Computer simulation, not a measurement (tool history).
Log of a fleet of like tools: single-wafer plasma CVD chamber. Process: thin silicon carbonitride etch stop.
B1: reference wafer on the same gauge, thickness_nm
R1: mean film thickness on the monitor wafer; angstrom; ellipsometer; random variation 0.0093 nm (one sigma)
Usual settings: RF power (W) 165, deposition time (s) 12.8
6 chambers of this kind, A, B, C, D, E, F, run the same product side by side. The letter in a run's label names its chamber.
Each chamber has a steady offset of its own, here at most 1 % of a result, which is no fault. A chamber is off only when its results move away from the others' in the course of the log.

{"run": "1A", "hour": 12.0, "RF power (W)": 165, "deposition time (s)": 12.8, "B1": 6.1084, "R1": 69.273}
{"run": "2E", "hour": 18.6, "RF power (W)": 165, "deposition time (s)": 12.8, "B1": 6.1091, "R1": 68.639}
{"run": "3D", "hour": 28.4, "RF power (W)": 165, "deposition time (s)": 12.8, "B1": 6.1067, "R1": 68.703}
{"run": "4B", "hour": 35.7, "RF power (W)": 165, "deposition time (s)": 12.8, "B1": 6.1059, "R1": 68.728}
{"run": "5F", "hour": 48.0, "RF power (W)": 165, "deposition time (s)": 12.8, "B1": 6.1048, "R1": 68.634}
{"run": "6C", "hour": 54.4, "RF power (W)": 140, "deposition time (s)": 10.5, "B1": 6.1053, "R1": 53.812}
{"run": "7B", "hour": 60.9, "RF power (W)": 140, "deposition time (s)": 10.5, "B1": 6.1039, "R1": 53.626}
{"run": "8E", "hour": 67.6, "RF power (W)": 140, "deposition time (s)": 10.5, "B1": 6.1044, "R1": 53.298}
{"run": "9C", "hour": 79.2, "RF power (W)": 140, "deposition time (s)": 10.5, "B1": 6.1035, "R1": 53.826}
{"run": "10A", "hour": 86.7, "RF power (W)": 140, "deposition time (s)": 10.5, "B1": 6.1022, "R1": 54.183}
{"run": "11D", "hour": 100.5, "RF power (W)": 140, "deposition time (s)": 10.5, "B1": 6.102, "R1": 53.559}
{"run": "12F", "hour": 108.8, "RF power (W)": 165, "deposition time (s)": 12.8, "B1": 6.0993, "R1": 68.67}
{"run": "13D", "hour": 117.9, "RF power (W)": 165, "deposition time (s)": 12.8, "B1": 6.0995, "R1": 68.609}
{"run": "14F", "hour": 130.5, "RF power (W)": 165, "deposition time (s)": 11.8, "B1": 6.0996, "R1": 63.166}
{"hour": 141.2, "done": "chamber C: RF generator calibrated"}
{"run": "15A", "hour": 144.8, "RF power (W)": 165, "deposition time (s)": 11.8, "B1": 6.0964, "R1": 63.665}
{"run": "16E", "hour": 159.0, "RF power (W)": 165, "deposition time (s)": 11.8, "B1": 6.0975, "R1": 62.932}
{"run": "17B", "hour": 171.9, "RF power (W)": 165, "deposition time (s)": 11.8, "B1": 6.0965, "R1": 63.317}
{"run": "18C", "hour": 185.9, "RF power (W)": 165, "deposition time (s)": 11.8, "B1": 6.0935, "R1": 63.404}
{"run": "19C", "hour": 199.8, "RF power (W)": 165, "deposition time (s)": 11.8, "B1": 6.0933, "R1": 63.398}
{"run": "20A", "hour": 206.5, "RF power (W)": 165, "deposition time (s)": 12.8, "B1": 6.094, "R1": 69.222}
{"run": "21B", "hour": 214.7, "RF power (W)": 165, "deposition time (s)": 12.8, "B1": 6.0901, "R1": 68.641}
{"run": "22D", "hour": 224.7, "RF power (W)": 165, "deposition time (s)": 12.8, "B1": 6.0897, "R1": 68.555}
{"run": "23F", "hour": 234.7, "RF power (W)": 165, "deposition time (s)": 12.8, "B1": 6.0923, "R1": 68.589}
{"run": "24E", "hour": 245.6, "RF power (W)": 165, "deposition time (s)": 12.8, "B1": 6.0888, "R1": 68.132}
{"run": "25D", "hour": 252.6, "RF power (W)": 165, "deposition time (s)": 12.8, "B1": 6.089, "R1": 68.427}
{"run": "26E", "hour": 261.7, "RF power (W)": 165, "deposition time (s)": 12.8, "B1": 6.0876, "R1": 68.182}
{"run": "27C", "hour": 272.3, "RF power (W)": 165, "deposition time (s)": 12.8, "B1": 6.0858, "R1": 68.577}
{"run": "28B", "hour": 280.3, "RF power (W)": 165, "deposition time (s)": 12.8, "B1": 6.0876, "R1": 68.557}
{"run": "29F", "hour": 291.2, "RF power (W)": 165, "deposition time (s)": 12.8, "B1": 6.0833, "R1": 68.511}
{"run": "30A", "hour": 303.2, "RF power (W)": 165, "deposition time (s)": 12.8, "B1": 6.0819, "R1": 69.011}
{"run": "31B", "hour": 313.9, "RF power (W)": 165, "deposition time (s)": 12.8, "B1": 6.0823, "R1": 68.731}
{"hour": 323.5, "done": "chamber F: thermocouple changed; heater temperature recalibrated"}
{"run": "32C", "hour": 327.2, "RF power (W)": 165, "deposition time (s)": 12.8, "B1": 6.0809, "R1": 68.812}
{"run": "33A", "hour": 337.2, "RF power (W)": 165, "deposition time (s)": 12.8, "B1": 6.0818, "R1": 68.794}
{"run": "34D", "hour": 348.5, "RF power (W)": 165, "deposition time (s)": 12.8, "B1": 6.0827, "R1": 68.343}
{"run": "35F", "hour": 363.0, "RF power (W)": 165, "deposition time (s)": 12.8, "B1": 6.0784, "R1": 68.195}
{"run": "36E", "hour": 374.2, "RF power (W)": 165, "deposition time (s)": 12.8, "B1": 6.0789, "R1": 67.95}
{"run": "37B", "hour": 381.9, "RF power (W)": 165, "deposition time (s)": 12.8, "B1": 6.0778, "R1": 68.501}

All 6 chambers run these settings next. Forecast each chamber's results:
{"run": "38A", "hour": 392.4, "RF power (W)": 165, "deposition time (s)": 12.8, "R1": "?"}
{"run": "38B", "hour": 392.4, "RF power (W)": 165, "deposition time (s)": 12.8, "R1": "?"}
{"run": "38C", "hour": 392.4, "RF power (W)": 165, "deposition time (s)": 12.8, "R1": "?"}
{"run": "38D", "hour": 392.4, "RF power (W)": 165, "deposition time (s)": 12.8, "R1": "?"}
{"run": "38E", "hour": 392.4, "RF power (W)": 165, "deposition time (s)": 12.8, "R1": "?"}
{"run": "38F", "hour": 392.4, "RF power (W)": 165, "deposition time (s)": 12.8, "R1": "?"}

run=38A R1=68.938
run=38B R1=68.378
run=38C R1=68.416
run=38D R1=68.221
run=38E R1=68.083
run=38F R1=68.288
